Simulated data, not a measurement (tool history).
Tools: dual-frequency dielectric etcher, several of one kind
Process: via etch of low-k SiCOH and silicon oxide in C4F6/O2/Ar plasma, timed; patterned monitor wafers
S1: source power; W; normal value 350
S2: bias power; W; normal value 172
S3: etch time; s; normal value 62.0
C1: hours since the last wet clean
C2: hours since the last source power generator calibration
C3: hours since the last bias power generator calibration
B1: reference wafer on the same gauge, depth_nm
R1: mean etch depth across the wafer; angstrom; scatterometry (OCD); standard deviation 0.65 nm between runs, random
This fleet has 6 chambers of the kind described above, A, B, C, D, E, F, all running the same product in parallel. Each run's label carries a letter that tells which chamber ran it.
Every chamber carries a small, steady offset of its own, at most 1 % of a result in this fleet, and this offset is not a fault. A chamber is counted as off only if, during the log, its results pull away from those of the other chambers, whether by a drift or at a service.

Run 1D, hour 8.5: usual settings; C1 87.1; C2 3373.7; C3 1256.1; B1 154.04. Result: R1 1523.4 angstrom.
Run 2F, hour 15.9: usual settings; C1 70.8; C2 4097.7; C3 119.9; B1 153.94. Result: R1 1509.2 angstrom.
Run 3B, hour 25.7: usual settings; C1 170.6; C2 143.2; C3 3132.0; B1 154.10. Result: R1 1504.4 angstrom.
Run 4E, hour 33.5: usual settings; C1 139.9; C2 2739.5; C3 592.4; B1 153.95. Result: R1 1504.7 angstrom.
Run 5C, hour 39.2: usual settings; C1 287.5; C2 2921.7; C3 3390.8; B1 153.89. Result: R1 1516.7 angstrom.
Run 6A, hour 45.3: usual settings; C1 416.2; C2 1023.8; C3 3173.8; B1 154.16. Result: R1 1499.0 angstrom.
Run 7D, hour 54.8: usual settings; C1 133.4; C2 3420.0; C3 1302.4; B1 154.11. Result: R1 1516.6 angstrom.
Run 8B, hour 62.1: usual settings; C1 207.0; C2 179.6; C3 3168.4; B1 154.04. Result: R1 1508.2 angstrom.
Run 9C, hour 68.7: usual settings but S2 131 W; C1 317.0; C2 2951.2; C3 3420.3; B1 153.96. Result: R1 1383.2 angstrom.
Run 10E, hour 78.5: usual settings but S2 131 W; C1 184.9; C2 2784.5; C3 637.4; B1 154.05. Result: R1 1397.2 angstrom.
Run 11F, hour 88.0: usual settings but S2 131 W; C1 142.9; C2 4169.8; C3 192.0; B1 154.06. Result: R1 1391.4 angstrom.
At hour 89.7: chamber A: wet clean of the chamber.
Run 12A, hour 94.3: usual settings but S2 131 W; C1 4.6; C2 1072.8; C3 3222.8; B1 154.08. Result: R1 1383.2 angstrom.
Run 13F, hour 99.3: usual settings but S2 131 W; C1 154.2; C2 4181.1; C3 203.3; B1 154.00. Result: R1 1386.3 angstrom.
Run 14D, hour 108.8: usual settings but S2 131 W; C1 187.4; C2 3474.0; C3 1356.4; B1 153.89. Result: R1 1395.2 angstrom.
Run 15A, hour 118.3: usual settings; C1 28.6; C2 1096.8; C3 3246.8; B1 153.88. Result: R1 1509.2 angstrom.
Run 16B, hour 122.9: usual settings; C1 267.8; C2 240.4; C3 3229.2; B1 153.93. Result: R1 1495.5 angstrom.
Run 17C, hour 131.8: usual settings; C1 380.1; C2 3014.3; C3 3483.4; B1 154.00. Result: R1 1488.6 angstrom.
Run 18E, hour 139.4: usual settings; C1 245.8; C2 2845.4; C3 698.3; B1 153.97. Result: R1 1520.4 angstrom.
Run 19B, hour 149.7: usual settings; C1 294.6; C2 267.2; C3 3256.0; B1 153.97. Result: R1 1506.5 angstrom.
At hour 151.7: chamber E: source power generator calibrated.
Run 20F, hour 158.1: usual settings; C1 213.0; C2 4239.9; C3 262.1; B1 153.93. Result: R1 1505.8 angstrom.
Run 21A, hour 165.7: usual settings but S1 290 W, S2 148 W; C1 76.0; C2 1144.2; C3 3294.2; B1 154.14. Result: R1 1344.3 angstrom.
Run 22D, hour 174.5: usual settings but S1 290 W, S2 148 W; C1 253.1; C2 3539.7; C3 1422.1; B1 153.93. Result: R1 1332.8 angstrom.
Run 23E, hour 180.8: usual settings but S1 290 W, S2 148 W; C1 287.2; C2 29.1; C3 739.7; B1 154.08. Result: R1 1342.9 angstrom.
At hour 185.9: chamber C: source power generator calibrated.
Run 24C, hour 185.9: usual settings but S1 290 W, S2 148 W; C1 434.2; C2 0.1; C3 3537.5; B1 153.91. Result: R1 1305.4 angstrom.
Run 25E, hour 195.6: usual settings but S1 290 W, S2 148 W; C1 302.0; C2 43.9; C3 754.5; B1 153.83. Result: R1 1331.0 angstrom.
Run 26D, hour 200.9: usual settings but S1 290 W, S2 148 W; C1 279.5; C2 3566.1; C3 1448.5; B1 153.91. Result: R1 1344.7 angstrom.
Run 27B, hour 210.5: usual settings; C1 355.4; C2 328.0; C3 3316.8; B1 154.28. Result: R1 1511.7 angstrom.
At hour 216.8: chamber E: wet clean of the chamber.
Run 28A, hour 220.8: usual settings but S3 52.5 s; C1 131.1; C2 1199.3; C3 3349.3; B1 154.02. Result: R1 1269.1 angstrom.
Run 29F, hour 230.8: usual settings but S3 52.5 s; C1 285.7; C2 4312.6; C3 334.8; B1 154.07. Result: R1 1277.0 angstrom.
Run 30C, hour 240.0: usual settings but S3 52.5 s; C1 488.3; C2 54.2; C3 3591.6; B1 154.19. Result: R1 1246.4 angstrom.
Run 31B, hour 246.9: usual settings but S3 52.5 s; C1 391.8; C2 364.4; C3 3353.2; B1 153.97. Result: R1 1277.0 angstrom.
Run 32E, hour 251.3: usual settings but S3 52.5 s; C1 34.5; C2 99.6; C3 810.2; B1 153.94. Result: R1 1272.1 angstrom.
Run 33A, hour 256.1: usual settings but S3 52.5 s; C1 166.4; C2 1234.6; C3 3384.6; B1 153.96. Result: R1 1280.7 angstrom.
At hour 258.9: chamber C: bias power generator calibrated.
Run 34C, hour 265.5: usual settings; C1 513.8; C2 79.7; C3 6.6; B1 154.16. Result: R1 1458.7 angstrom.
Run 35D, hour 275.4: usual settings; C1 354.0; C2 3640.6; C3 1523.0; B1 153.98. Result: R1 1521.9 angstrom.
Run 36F, hour 282.2: usual settings; C1 337.1; C2 4364.0; C3 386.2; B1 153.95. Result: R1 1502.0 angstrom.
At hour 287.5: chamber A: bias power generator calibrated.
Run 37E, hour 291.6: usual settings; C1 74.8; C2 139.9; C3 850.5; B1 153.94. Result: R1 1501.2 angstrom.
Run 38F, hour 299.3: usual settings; C1 354.2; C2 4381.1; C3 403.3; B1 153.88. Result: R1 1510.0 angstrom.
At hour 300.8: chamber D: wet clean of the chamber.
At hour 303.5: chamber D: bias power generator calibrated.
Run 39C, hour 308.9: usual settings but S3 49.5 s; C1 557.2; C2 123.1; C3 50.0; B1 154.00. Result: R1 1152.8 angstrom.
Run 40B, hour 314.8: usual settings but S3 49.5 s; C1 459.7; C2 432.3; C3 3421.1; B1 153.94. Result: R1 1201.1 angstrom.
Run 41D, hour 321.2: usual settings but S3 49.5 s; C1 20.5; C2 3686.4; C3 17.8; B1 154.08. Result: R1 1200.8 angstrom.
Run 42A, hour 329.5: usual settings but S3 49.5 s; C1 239.8; C2 1308.0; C3 42.1; B1 153.85. Result: R1 1193.7 angstrom.

Is one chamber out of step, is the gauge drifting, or do the chambers differ by no more than their own small offsets? For an off chamber, give its letter and the likeliest cause.

It is chamber C that slowly wanders off from its peers.
What lies behind it: etch rate under this chamber's usual, % = 3.96.

Chamber C could run next with any of the 4 candidate recipes listed below; each alters the usual settings, and their results appear as question marks. Which one brings its results back in line with what the other chambers deliver on the usual settings?
To be in line, a result may differ from the other chambers' mean on the usual settings by at most: R1 23.0 angstrom
Run 43C-1, hour 336.8: usual settings but S1 340 W, S2 169 W, S3 58.0 s. Result: R1 ?.
Run 43C-2, hour 336.8: usual settings but S2 171 W, S3 60.0 s. Result: R1 ?.
Run 43C-3, hour 336.8: usual settings but S1 390 W. Result: R1 ?.
Run 43C-4, hour 336.8: usual settings but S1 430 W. Result: R1 ?.

What the other chambers average on the usual settings: R1 1506.6 angstrom
  run      R1
43C-1  1332.6
43C-2  1399.3
43C-3  1510.7
43C-4  1569.1
It is 43C-3 that realigns the chamber with its peers.

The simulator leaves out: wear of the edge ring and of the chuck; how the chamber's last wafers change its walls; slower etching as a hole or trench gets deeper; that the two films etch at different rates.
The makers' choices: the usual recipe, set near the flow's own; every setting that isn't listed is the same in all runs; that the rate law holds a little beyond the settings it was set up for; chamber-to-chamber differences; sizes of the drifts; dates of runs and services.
